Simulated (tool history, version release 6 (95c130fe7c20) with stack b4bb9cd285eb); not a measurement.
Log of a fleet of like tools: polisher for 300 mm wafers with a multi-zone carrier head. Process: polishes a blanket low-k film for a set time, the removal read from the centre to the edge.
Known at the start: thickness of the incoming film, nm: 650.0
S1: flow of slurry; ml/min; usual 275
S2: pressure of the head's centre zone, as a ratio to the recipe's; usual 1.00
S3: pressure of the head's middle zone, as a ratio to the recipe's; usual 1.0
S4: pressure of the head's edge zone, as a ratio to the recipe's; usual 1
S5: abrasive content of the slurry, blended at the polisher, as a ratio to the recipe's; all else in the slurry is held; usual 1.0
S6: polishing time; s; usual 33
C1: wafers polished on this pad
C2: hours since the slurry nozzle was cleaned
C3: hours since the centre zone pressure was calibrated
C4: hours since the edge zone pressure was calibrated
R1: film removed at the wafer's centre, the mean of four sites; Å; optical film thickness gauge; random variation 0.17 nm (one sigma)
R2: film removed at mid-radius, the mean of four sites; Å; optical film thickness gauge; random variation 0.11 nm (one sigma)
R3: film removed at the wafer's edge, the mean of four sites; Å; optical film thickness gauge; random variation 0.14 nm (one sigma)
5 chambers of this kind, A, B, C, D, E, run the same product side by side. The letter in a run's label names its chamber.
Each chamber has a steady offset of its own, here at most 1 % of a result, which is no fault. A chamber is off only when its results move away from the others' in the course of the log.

-- day=0.012 chamber A: worn pad replaced by a new one
run 1A day=0.562 | S1=275 S2=1.00 S3=1.0 S4=1 S5=1.0 S6=33 | C1=121 C2=125.4 C3=808.3 C4=27.9 | R1=126.590 R2=128.650 R3=127.490
run 2D day=0.892 | S1=275 S2=1.00 S3=1.0 S4=1 S5=1.0 S6=33 | C1=524 C2=537.6 C3=902.9 C4=795.3 | R1=124.260 R2=125.290 R3=125.910
run 3B day=1.479 | S1=275 S2=1.00 S3=1.0 S4=1 S5=1.0 S6=33 | C1=355 C2=659.3 C3=736.0 C4=1044.4 | R1=126.900 R2=128.410 R3=125.750
run 4C day=1.962 | S1=275 S2=1.00 S3=1.0 S4=1 S5=1.0 S6=33 | C1=537 C2=466.6 C3=310.1 C4=445.9 | R1=127.940 R2=128.720 R3=127.580
run 5E day=2.417 | S1=275 S2=1.00 S3=1.0 S4=1 S5=1.0 S6=33 | C1=866 C2=604.4 C3=208.1 C4=366.4 | R1=123.940 R2=125.360 R3=125.480
-- day=2.717 chamber B: edge zone pressure recalibrated
run 6C day=2.854 | S1=275 S2=1.00 S3=1.0 S4=1 S5=1.0 S6=33 | C1=733 C2=488.0 C3=331.5 C4=467.3 | R1=127.460 R2=128.630 R3=126.630
-- day=2.904 chamber C: worn pad replaced by a new one
-- day=3.058 chamber C: edge zone pressure recalibrated
-- day=3.196 chamber A: worn pad replaced by a new one
run 7D day=3.496 | S1=275 S2=1.00 S3=1.0 S4=1 S5=1.0 S6=33 | C1=1097 C2=600.1 C3=965.4 C4=857.8 | R1=125.430 R2=126.930 R3=128.730
-- day=3.792 chamber C: slurry nozzle cleaned
run 8B day=4.079 | S1=275 S2=1.00 S3=1.0 S4=1 S5=1.0 S6=33 | C1=927 C2=721.7 C3=798.4 C4=32.7 | R1=125.270 R2=126.050 R3=127.690
-- day=4.329 chamber D: worn pad replaced by a new one
-- day=4.517 chamber D: edge zone pressure recalibrated
run 9A day=4.700 | S1=275 S2=1.00 S3=1.0 S4=1 S5=1.0 S6=33 | C1=331 C2=224.7 C3=907.6 C4=127.2 | R1=125.380 R2=127.000 R3=130.030
-- day=4.971 chamber B: worn pad replaced by a new one
-- day=5.008 chamber E: worn pad replaced by a new one
run 10E day=5.308 | S1=275 S2=1.00 S3=1.1 S4=1 S5=1.0 S6=33 | C1=66 C2=673.8 C3=277.5 C4=435.8 | R1=128.440 R2=138.090 R3=126.370
-- day=5.462 chamber D: slurry nozzle cleaned
run 11E day=5.892 | S1=275 S2=1.00 S3=1.1 S4=1 S5=1.0 S6=33 | C1=195 C2=687.8 C3=291.5 C4=449.8 | R1=127.860 R2=138.420 R3=125.350
-- day=5.988 chamber A: worn pad replaced by a new one
-- day=6.129 chamber C: worn pad replaced by a new one
run 12B day=6.429 | S1=275 S2=1.00 S3=1.1 S4=1 S5=1.0 S6=33 | C1=321 C2=778.1 C3=854.8 C4=89.1 | R1=126.630 R2=138.890 R3=127.150
-- day=6.671 chamber D: centre zone pressure recalibrated
run 13D day=6.954 | S1=275 S2=1.00 S3=1.1 S4=1 S5=1.0 S6=33 | C1=577 C2=35.8 C3=6.9 C4=58.5 | R1=143.120 R2=138.540 R3=127.210
run 14C day=7.338 | S1=275 S2=1.00 S3=1.1 S4=1 S5=1.0 S6=33 | C1=265 C2=85.1 C3=439.1 C4=102.8 | R1=124.470 R2=139.850 R3=128.620
run 15A day=7.771 | S1=275 S2=1.00 S3=1.0 S4=1 S5=1.0 S6=33 | C1=392 C2=298.4 C3=981.3 C4=200.9 | R1=124.400 R2=125.220 R3=129.460
-- day=8.058 chamber C: centre zone pressure recalibrated
-- day=8.100 chamber B: slurry nozzle cleaned
run 16C day=8.233 | S1=275 S2=1.06 S3=1.0 S4=1 S5=1.2 S6=33 | C1=462 C2=106.6 C3=4.3 C4=124.3 | R1=145.520 R2=134.980 R3=137.790
run 17E day=8.583 | S1=275 S2=1.06 S3=1.0 S4=1 S5=1.2 S6=33 | C1=787 C2=752.4 C3=356.1 C4=514.4 | R1=146.960 R2=136.700 R3=135.490
-- day=8.850 chamber A: worn pad replaced by a new one
run 18A day=9.146 | S1=275 S2=1.06 S3=1.0 S4=1 S5=1.2 S6=33 | C1=65 C2=331.4 C3=1014.3 C4=233.9 | R1=145.980 R2=134.930 R3=136.360
run 19D day=9.425 | S1=275 S2=1.06 S3=1.0 S4=1 S5=1.2 S6=33 | C1=1121 C2=95.1 C3=66.2 C4=117.8 | R1=164.410 R2=137.050 R3=137.050
-- day=9.496 chamber C: worn pad replaced by a new one
run 20B day=9.904 | S1=275 S2=1.06 S3=1.0 S4=1 S5=1.2 S6=33 | C1=1085 C2=43.4 C3=938.2 C4=172.5 | R1=147.110 R2=139.170 R3=136.250
-- day=10.175 chamber D: worn pad replaced by a new one
-- day=10.462 chamber B: worn pad replaced by a new one
run 21A day=10.554 | S1=275 S2=1.00 S3=1.0 S4=1 S5=1.0 S6=33 | C1=375 C2=365.2 C3=1048.1 C4=267.7 | R1=125.830 R2=126.070 R3=129.150
run 22B day=11.146 | S1=275 S2=1.00 S3=1.0 S4=1 S5=1.0 S6=33 | C1=151 C2=73.2 C3=968.0 C4=202.3 | R1=126.960 R2=125.590 R3=125.080
-- day=11.575 chamber A: worn pad replaced by a new one
run 23D day=11.771 | S1=275 S2=1.00 S3=1.0 S4=1 S5=1.0 S6=21 | C1=351 C2=151.4 C3=122.5 C4=174.1 | R1=91.036 R2=80.675 R3=80.305
-- day=12.071 chamber E: worn pad replaced by a new one
run 24C day=12.196 | S1=275 S2=1.00 S3=1.0 S4=1 S5=1.0 S6=21 | C1=594 C2=201.7 C3=99.4 C4=219.4 | R1=79.401 R2=80.956 R3=80.500
-- day=12.379 chamber C: worn pad replaced by a new one
run 25E day=12.662 | S1=275 S2=1.00 S3=1.0 S4=1 S5=1.0 S6=21 | C1=130 C2=850.3 C3=454.0 C4=612.3 | R1=82.283 R2=79.741 R3=80.318
-- day=13.138 chamber A: centre zone pressure recalibrated
run 26A day=13.154 | S1=275 S2=1.00 S3=1.0 S4=1 S5=1.0 S6=21 | C1=347 C2=427.6 C3=0.4 C4=330.1 | R1=82.669 R2=80.702 R3=79.731
-- day=13.408 chamber E: slurry nozzle cleaned
run 27C day=13.475 | S1=275 S2=1.00 S3=1.0 S4=1 S5=1.0 S6=21 | C1=241 C2=232.4 C3=130.1 C4=250.1 | R1=82.349 R2=80.922 R3=81.334
run 28B day=13.871 | S1=275 S2=1.00 S3=1.0 S4=1 S5=1.0 S6=33 | C1=750 C2=138.6 C3=1033.4 C4=267.7 | R1=126.700 R2=124.640 R3=128.270
run 29D day=14.458 | S1=275 S2=1.00 S3=1.0 S4=1 S5=1.0 S6=33 | C1=942 C2=215.9 C3=187.0 C4=238.6 | R1=143.790 R2=125.720 R3=127.660
run 30E day=14.783 | S1=350 S2=1.00 S3=1.0 S4=1 S5=1.0 S6=27 | C1=597 C2=33.0 C3=504.9 C4=663.2 | R1=106.640 R2=105.860 R3=102.690

All 5 chambers run these settings next. Forecast each chamber's results:
run 31A day=15.250 | S1=230 S2=1.00 S3=1.0 S4=1 S5=1.0 S6=33 | R1=? R2=? R3=?
run 31B day=15.250 | S1=230 S2=1.00 S3=1.0 S4=1 S5=1.0 S6=33 | R1=? R2=? R3=?
run 31C day=15.250 | S1=230 S2=1.00 S3=1.0 S4=1 S5=1.0 S6=33 | R1=? R2=? R3=?
run 31D day=15.250 | S1=230 S2=1.00 S3=1.0 S4=1 S5=1.0 S6=33 | R1=? R2=? R3=?
run 31E day=15.250 | S1=230 S2=1.00 S3=1.0 S4=1 S5=1.0 S6=33 | R1=? R2=? R3=?

run=31A R1=124.830 R2=123.240 R3=127.430
run=31B R1=121.250 R2=122.080 R3=128.400
run=31C R1=127.010 R2=126.490 R3=124.220
run=31D R1=143.190 R2=123.520 R3=126.880
run=31E R1=123.540 R2=124.660 R3=121.850

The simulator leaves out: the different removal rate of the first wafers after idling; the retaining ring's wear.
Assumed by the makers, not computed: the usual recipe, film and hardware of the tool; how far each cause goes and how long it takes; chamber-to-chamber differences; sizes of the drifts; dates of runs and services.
